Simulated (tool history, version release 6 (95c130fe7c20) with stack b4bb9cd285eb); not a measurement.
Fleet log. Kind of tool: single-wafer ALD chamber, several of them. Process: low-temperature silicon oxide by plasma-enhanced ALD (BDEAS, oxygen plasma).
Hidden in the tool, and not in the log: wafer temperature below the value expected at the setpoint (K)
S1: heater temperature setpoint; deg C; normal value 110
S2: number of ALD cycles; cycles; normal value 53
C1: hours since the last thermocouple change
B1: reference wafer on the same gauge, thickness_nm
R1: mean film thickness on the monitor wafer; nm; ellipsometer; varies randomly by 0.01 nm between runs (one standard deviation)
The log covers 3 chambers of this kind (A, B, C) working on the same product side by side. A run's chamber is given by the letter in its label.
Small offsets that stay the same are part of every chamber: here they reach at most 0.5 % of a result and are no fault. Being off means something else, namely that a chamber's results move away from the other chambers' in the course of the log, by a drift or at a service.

| run | day | S1 | S2 | C1 | B1 | R1 |
|---|---|---|---|---|---|---|
| 1A | 0.258 | 110 | 53 | 794.2 | 8.0769 | 7.4521 |
| 2C | 0.458 | 110 | 53 | 2468.5 | 8.0821 | 7.4524 |
| 3B | 0.671 | 110 | 53 | 948.5 | 8.0839 | 7.47 |
| 4C | 0.892 | 110 | 53 | 2478.9 | 8.0843 | 7.4427 |
| 5A | 1.096 | 110 | 53 | 814.3 | 8.0888 | 7.4535 |
| 6B | 1.317 | 110 | 53 | 964 | 8.0861 | 7.4755 |
| 7A | 1.562 | 110 | 53 | 825.5 | 8.0905 | 7.4578 |
| 8B | 1.767 | 110 | 53 | 974.8 | 8.0875 | 7.4625 |
| 9C | 1.917 | 110 | 53 | 2503.5 | 8.0901 | 7.4424 |
| 10B | 2.196 | 110 | 53 | 985.1 | 8.0907 | 7.4682 |
| 11A | 2.417 | 105 | 61 | 846 | 8.0902 | 8.6657 |
| 12C | 2.692 | 105 | 61 | 2522.1 | 8.0953 | 8.6612 |
| 13A | 2.85 | 105 | 61 | 856.4 | 8.0931 | 8.6599 |
| 14B | 3.088 | 110 | 53 | 1006.5 | 8.0936 | 7.4668 |
| 15C | 3.3 | 110 | 53 | 2536.7 | 8.0926 | 7.458 |
| 16C | 3.504 | 110 | 53 | 2541.6 | 8.0982 | 7.4589 |
| 17B | 3.679 | 122 | 62 | 1020.7 | 8.0978 | 8.5565 |
| 18A | 3.833 | 122 | 62 | 880 | 8.1019 | 8.5271 |
| 19C | 4.054 | 122 | 62 | 2554.8 | 8.0979 | 8.5316 |
| 20B | 4.225 | 110 | 53 | 1033.8 | 8.1018 | 7.4946 |
| 21A | 4.383 | 110 | 53 | 893.2 | 8.0995 | 7.4876 |
| 22C | 4.542 | 110 | 53 | 2566.5 | 8.1026 | 7.4588 |
| 23A | 4.821 | 116 | 53 | 903.7 | 8.1038 | 7.3802 |
| 24B | 5.05 | 116 | 53 | 1053.6 | 8.1045 | 7.4053 |
| 25C | 5.3 | 116 | 53 | 2584.7 | 8.1039 | 7.3869 |
| 26B | 5.508 | 110 | 53 | 1064.6 | 8.1059 | 7.4962 |
| 27A | 5.725 | 121 | 53 | 925.4 | 8.1076 | 7.3177 |
| 28A | 5.983 | 121 | 53 | 931.6 | 8.1071 | 7.3288 |
| 29C | 6.158 | 121 | 53 | 2605.3 | 8.1103 | 7.319 |
| 30B | 6.317 | 110 | 58 | 1084 | 8.1086 | 8.1947 |
| 31C | 6.483 | 110 | 58 | 2613.1 | 8.1123 | 8.1765 |
| 32A | 6.683 | 110 | 58 | 948.4 | 8.1152 | 8.1823 |
| 33B | 6.842 | 110 | 53 | 1096.6 | 8.112 | 7.4932 |
| 34C | 7.038 | 110 | 53 | 2626.4 | 8.118 | 7.4927 |
| 35A | 7.317 | 110 | 53 | 963.6 | 8.1168 | 7.4753 |
| 36B | 7.471 | 110 | 53 | 1111.7 | 8.1157 | 7.5126 |
| 37B | 7.7 | 99 | 61 | 1117.2 | 8.1151 | 8.8198 |
| 38A | 7.854 | 99 | 61 | 976.5 | 8.1181 | 8.7958 |
| 39C | 8.1 | 99 | 61 | 2651.9 | 8.1187 | 8.7985 |
| 40B | 8.375 | 110 | 53 | 1133.4 | 8.1191 | 7.5078 |
| 41C | 8.575 | 110 | 53 | 2663.3 | 8.1188 | 7.4897 |
| 42A | 8.829 | 110 | 53 | 999.9 | 8.1238 | 7.4847 |
| 43B | 9.088 | 123 | 60 | 1150.5 | 8.1259 | 8.2701 |
| 44C | 9.267 | 123 | 60 | 2679.9 | 8.1247 | 8.2901 |

For the next run the whole fleet of 3 chambers uses the same settings. Give each chamber's results:
| 45A | 9.471 | 100 | 53 |  |  | ? |
| 45B | 9.471 | 100 | 53 |  |  | ? |
| 45C | 9.471 | 100 | 53 |  |  | ? |

| run | R1 |
|---|---|
| 45A | 7.6452 |
| 45B | 7.6347 |
| 45C | 7.6111 |
